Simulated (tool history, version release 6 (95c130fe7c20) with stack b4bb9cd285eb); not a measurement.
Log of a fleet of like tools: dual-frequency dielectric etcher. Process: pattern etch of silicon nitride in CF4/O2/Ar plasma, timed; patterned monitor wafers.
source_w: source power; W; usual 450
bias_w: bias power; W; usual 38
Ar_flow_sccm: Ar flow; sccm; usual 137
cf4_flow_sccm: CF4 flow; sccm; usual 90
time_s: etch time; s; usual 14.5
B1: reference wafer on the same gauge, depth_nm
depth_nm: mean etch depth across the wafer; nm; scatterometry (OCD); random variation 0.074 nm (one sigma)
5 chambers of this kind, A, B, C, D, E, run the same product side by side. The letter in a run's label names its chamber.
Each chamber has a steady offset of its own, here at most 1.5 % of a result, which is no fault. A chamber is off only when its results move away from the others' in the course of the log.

run 1E day=0.342 | source_w=450 bias_w=38 Ar_flow_sccm=137 cf4_flow_sccm=90 time_s=14.5 | B1=25.397 | depth_nm=21.542
-- day=0.825 chamber B: wet clean of the chamber
run 2C day=0.862 | source_w=450 bias_w=38 Ar_flow_sccm=137 cf4_flow_sccm=90 time_s=14.5 | B1=25.392 | depth_nm=21.685
run 3D day=1.15 | source_w=450 bias_w=38 Ar_flow_sccm=137 cf4_flow_sccm=90 time_s=14.5 | B1=25.385 | depth_nm=21.468
run 4B day=1.704 | source_w=450 bias_w=38 Ar_flow_sccm=137 cf4_flow_sccm=90 time_s=14.5 | B1=25.388 | depth_nm=21.308
run 5A day=2.108 | source_w=450 bias_w=38 Ar_flow_sccm=137 cf4_flow_sccm=90 time_s=14.5 | B1=25.396 | depth_nm=21.289
run 6B day=2.404 | source_w=450 bias_w=30 Ar_flow_sccm=137 cf4_flow_sccm=90 time_s=14.5 | B1=25.397 | depth_nm=19.473
run 7A day=2.796 | source_w=450 bias_w=30 Ar_flow_sccm=137 cf4_flow_sccm=90 time_s=14.5 | B1=25.407 | depth_nm=19.528
run 8C day=3.112 | source_w=450 bias_w=30 Ar_flow_sccm=137 cf4_flow_sccm=90 time_s=14.5 | B1=25.399 | depth_nm=19.756
run 9D day=3.638 | source_w=450 bias_w=30 Ar_flow_sccm=137 cf4_flow_sccm=90 time_s=14.5 | B1=25.399 | depth_nm=19.591
run 10E day=4.112 | source_w=450 bias_w=30 Ar_flow_sccm=137 cf4_flow_sccm=90 time_s=14.5 | B1=25.394 | depth_nm=19.683
run 11A day=4.362 | source_w=450 bias_w=38 Ar_flow_sccm=137 cf4_flow_sccm=90 time_s=14.5 | B1=25.41 | depth_nm=21.269
run 12B day=4.804 | source_w=450 bias_w=38 Ar_flow_sccm=137 cf4_flow_sccm=90 time_s=14.5 | B1=25.416 | depth_nm=21.283
-- day=4.821 chamber D: Ar flow controller replaced
run 13E day=5.108 | source_w=450 bias_w=38 Ar_flow_sccm=137 cf4_flow_sccm=90 time_s=14.5 | B1=25.417 | depth_nm=21.464
-- day=5.546 chamber D: wet clean of the chamber
run 14D day=5.671 | source_w=450 bias_w=38 Ar_flow_sccm=137 cf4_flow_sccm=90 time_s=14.5 | B1=25.409 | depth_nm=22.15
run 15C day=6.112 | source_w=450 bias_w=38 Ar_flow_sccm=137 cf4_flow_sccm=90 time_s=14.5 | B1=25.4 | depth_nm=21.619
run 16C day=6.662 | source_w=450 bias_w=38 Ar_flow_sccm=137 cf4_flow_sccm=90 time_s=14.5 | B1=25.405 | depth_nm=21.58
run 17D day=7.229 | source_w=450 bias_w=38 Ar_flow_sccm=137 cf4_flow_sccm=90 time_s=14.5 | B1=25.406 | depth_nm=22.218
run 18E day=7.65 | source_w=550 bias_w=42 Ar_flow_sccm=137 cf4_flow_sccm=90 time_s=14.5 | B1=25.391 | depth_nm=26.647
run 19A day=7.9 | source_w=550 bias_w=42 Ar_flow_sccm=137 cf4_flow_sccm=90 time_s=14.5 | B1=25.385 | depth_nm=26.208
run 20B day=8.425 | source_w=550 bias_w=42 Ar_flow_sccm=137 cf4_flow_sccm=90 time_s=14.5 | B1=25.397 | depth_nm=26.232
run 21E day=8.712 | source_w=550 bias_w=42 Ar_flow_sccm=137 cf4_flow_sccm=90 time_s=14.5 | B1=25.381 | depth_nm=26.368
run 22B day=9.042 | source_w=550 bias_w=42 Ar_flow_sccm=137 cf4_flow_sccm=90 time_s=14.5 | B1=25.433 | depth_nm=26.048
run 23A day=9.512 | source_w=450 bias_w=38 Ar_flow_sccm=137 cf4_flow_sccm=90 time_s=14.5 | B1=25.407 | depth_nm=21.171
run 24C day=9.9 | source_w=450 bias_w=38 Ar_flow_sccm=137 cf4_flow_sccm=90 time_s=14.5 | B1=25.38 | depth_nm=21.591
run 25D day=10.158 | source_w=450 bias_w=38 Ar_flow_sccm=137 cf4_flow_sccm=90 time_s=14.5 | B1=25.39 | depth_nm=22.317
run 26E day=10.554 | source_w=450 bias_w=38 Ar_flow_sccm=137 cf4_flow_sccm=90 time_s=14.5 | B1=25.406 | depth_nm=21.542
run 27C day=10.879 | source_w=450 bias_w=38 Ar_flow_sccm=137 cf4_flow_sccm=90 time_s=14.5 | B1=25.405 | depth_nm=21.769
-- day=11.108 chamber A: wet clean of the chamber
-- day=11.267 chamber D: source power generator calibrated
run 28D day=11.3 | source_w=450 bias_w=38 Ar_flow_sccm=137 cf4_flow_sccm=90 time_s=14.5 | B1=25.393 | depth_nm=22.263
run 29B day=11.638 | source_w=340 bias_w=38 Ar_flow_sccm=137 cf4_flow_sccm=83 time_s=14.5 | B1=25.389 | depth_nm=16.286
run 30A day=11.9 | source_w=340 bias_w=38 Ar_flow_sccm=137 cf4_flow_sccm=83 time_s=14.5 | B1=25.389 | depth_nm=16.491
-- day=12.083 chamber E: wet clean of the chamber
run 31A day=12.467 | source_w=340 bias_w=38 Ar_flow_sccm=137 cf4_flow_sccm=83 time_s=14.5 | B1=25.397 | depth_nm=16.505
run 32D day=12.754 | source_w=340 bias_w=38 Ar_flow_sccm=137 cf4_flow_sccm=83 time_s=14.5 | B1=25.406 | depth_nm=17.259
run 33E day=13.012 | source_w=340 bias_w=38 Ar_flow_sccm=137 cf4_flow_sccm=83 time_s=14.5 | B1=25.414 | depth_nm=16.629

All 5 chambers run these settings next. Forecast each chamber's results:
run 34A day=13.421 | source_w=370 bias_w=38 Ar_flow_sccm=137 cf4_flow_sccm=90 time_s=14.5 | depth_nm=?
run 34B day=13.421 | source_w=370 bias_w=38 Ar_flow_sccm=137 cf4_flow_sccm=90 time_s=14.5 | depth_nm=?
run 34C day=13.421 | source_w=370 bias_w=38 Ar_flow_sccm=137 cf4_flow_sccm=90 time_s=14.5 | depth_nm=?
run 34D day=13.421 | source_w=370 bias_w=38 Ar_flow_sccm=137 cf4_flow_sccm=90 time_s=14.5 | depth_nm=?
run 34E day=13.421 | source_w=370 bias_w=38 Ar_flow_sccm=137 cf4_flow_sccm=90 time_s=14.5 | depth_nm=?

run=34A depth_nm=17.807
run=34B depth_nm=17.793
run=34C depth_nm=18.205
run=34D depth_nm=18.603
run=34E depth_nm=18.222
